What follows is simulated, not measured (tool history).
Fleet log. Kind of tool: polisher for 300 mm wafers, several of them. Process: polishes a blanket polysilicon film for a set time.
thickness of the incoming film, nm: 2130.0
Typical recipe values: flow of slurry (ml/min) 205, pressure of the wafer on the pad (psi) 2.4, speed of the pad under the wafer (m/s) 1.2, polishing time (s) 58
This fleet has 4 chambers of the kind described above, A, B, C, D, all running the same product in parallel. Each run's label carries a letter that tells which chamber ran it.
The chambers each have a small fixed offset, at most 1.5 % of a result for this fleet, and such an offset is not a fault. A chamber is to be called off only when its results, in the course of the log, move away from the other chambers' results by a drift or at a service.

| run | hour | flow of slurry (ml/min) | pressure of the wafer on the pad (psi) | speed of the pad under the wafer (m/s) | polishing time (s) | film removed (angstrom) |
|---|---|---|---|---|---|---|
| 1D | 10 | 205 | 2.4 | 1.2 | 58 | 5733.3 |
| 2B | 17.7 | 205 | 2.4 | 1.2 | 58 | 5784.4 |
| 3C | 27.5 | 205 | 2.4 | 1.2 | 58 | 5721.4 |
| 4A | 35.1 | 205 | 2.4 | 1.2 | 58 | 5809.3 |
|  | 37.2 | chamber A: worn pad replaced by a new one |
|  | 40.3 | chamber B: worn pad replaced by a new one |
| 5B | 42.5 | 205 | 2.4 | 1.2 | 58 | 5800 |
| 6D | 50 | 205 | 2.4 | 1.2 | 58 | 5672.9 |
| 7A | 58.4 | 205 | 2.4 | 1.2 | 58 | 5744.3 |
| 8C | 67.9 | 205 | 2.4 | 1.2 | 58 | 5885.2 |
|  | 69.5 | chamber C: worn pad replaced by a new one |
| 9C | 72.8 | 205 | 2.4 | 1.2 | 58 | 5738.1 |
| 10B | 82.2 | 205 | 2.4 | 1.2 | 58 | 5838.5 |
|  | 89.2 | chamber A: slurry nozzle cleaned |
| 11D | 91.2 | 205 | 2.4 | 1.2 | 58 | 5706.9 |
| 12A | 102 | 205 | 2.4 | 1.2 | 58 | 5842.9 |
|  | 105.6 | chamber A: worn pad replaced by a new one |
| 13D | 111.7 | 205 | 2.4 | 1.2 | 58 | 5911.2 |
| 14B | 121.8 | 205 | 2.4 | 1.2 | 58 | 5796.2 |
| 15A | 129.8 | 205 | 2.4 | 1.2 | 58 | 5822.3 |
|  | 134.6 | chamber B: worn pad replaced by a new one |
|  | 138.4 | chamber D: head pressure recalibrated |
| 16C | 140.4 | 205 | 2.4 | 1.2 | 58 | 5848.2 |
| 17D | 148 | 205 | 2.4 | 1.2 | 58 | 6466.3 |
|  | 149.3 | chamber D: worn pad replaced by a new one |
| 18A | 157.8 | 205 | 2.4 | 1.2 | 58 | 5787 |
| 19C | 167.5 | 205 | 2.4 | 1.2 | 58 | 5858.5 |
|  | 169.8 | chamber A: worn pad replaced by a new one |
| 20B | 174.6 | 205 | 2.4 | 1.2 | 58 | 5791.7 |
|  | 175.6 | chamber C: worn pad replaced by a new one |
| 21B | 184 | 205 | 2.4 | 1.2 | 58 | 5801.7 |
| 22A | 190.2 | 205 | 2.4 | 1.2 | 58 | 5876.2 |
| 23D | 196.7 | 205 | 2.4 | 1.2 | 58 | 6394 |
| 24C | 202.2 | 205 | 2.4 | 1.2 | 58 | 5855.1 |
| 25C | 210 | 205 | 2.4 | 1.2 | 58 | 5755.4 |
| 26A | 217.9 | 205 | 2.4 | 1.2 | 58 | 5731.5 |
|  | 218.6 | chamber C: slurry nozzle cleaned |
|  | 224.1 | chamber B: slurry nozzle cleaned |
| 27B | 228.5 | 205 | 2.4 | 1.2 | 58 | 5609.9 |
|  | 231.1 | chamber A: worn pad replaced by a new one |
| 28D | 233.6 | 205 | 2.4 | 1.2 | 58 | 6453.6 |
|  | 236.3 | chamber B: worn pad replaced by a new one |
| 29A | 239.8 | 205 | 2.4 | 1.2 | 58 | 5773.4 |
| 30D | 245.4 | 205 | 2.4 | 1.2 | 58 | 6512 |
| 31C | 255.9 | 205 | 2.4 | 1.2 | 58 | 5808.6 |
| 32B | 263 | 205 | 2.4 | 1.2 | 58 | 5757.6 |
| 33C | 272.6 | 205 | 2.4 | 1.2 | 58 | 5892.8 |

All 4 chambers run these settings next. Forecast each chamber's results:
| 34A | 280.5 | 205 | 2.4 | 1.2 | 58 | ? |
| 34B | 280.5 | 205 | 2.4 | 1.2 | 58 | ? |
| 34C | 280.5 | 205 | 2.4 | 1.2 | 58 | ? |
| 34D | 280.5 | 205 | 2.4 | 1.2 | 58 | ? |

| run | film removed (angstrom) |
|---|---|
| 34A | 5698.6 |
| 34B | 5666.8 |
| 34C | 5714.3 |
| 34D | 6363.3 |
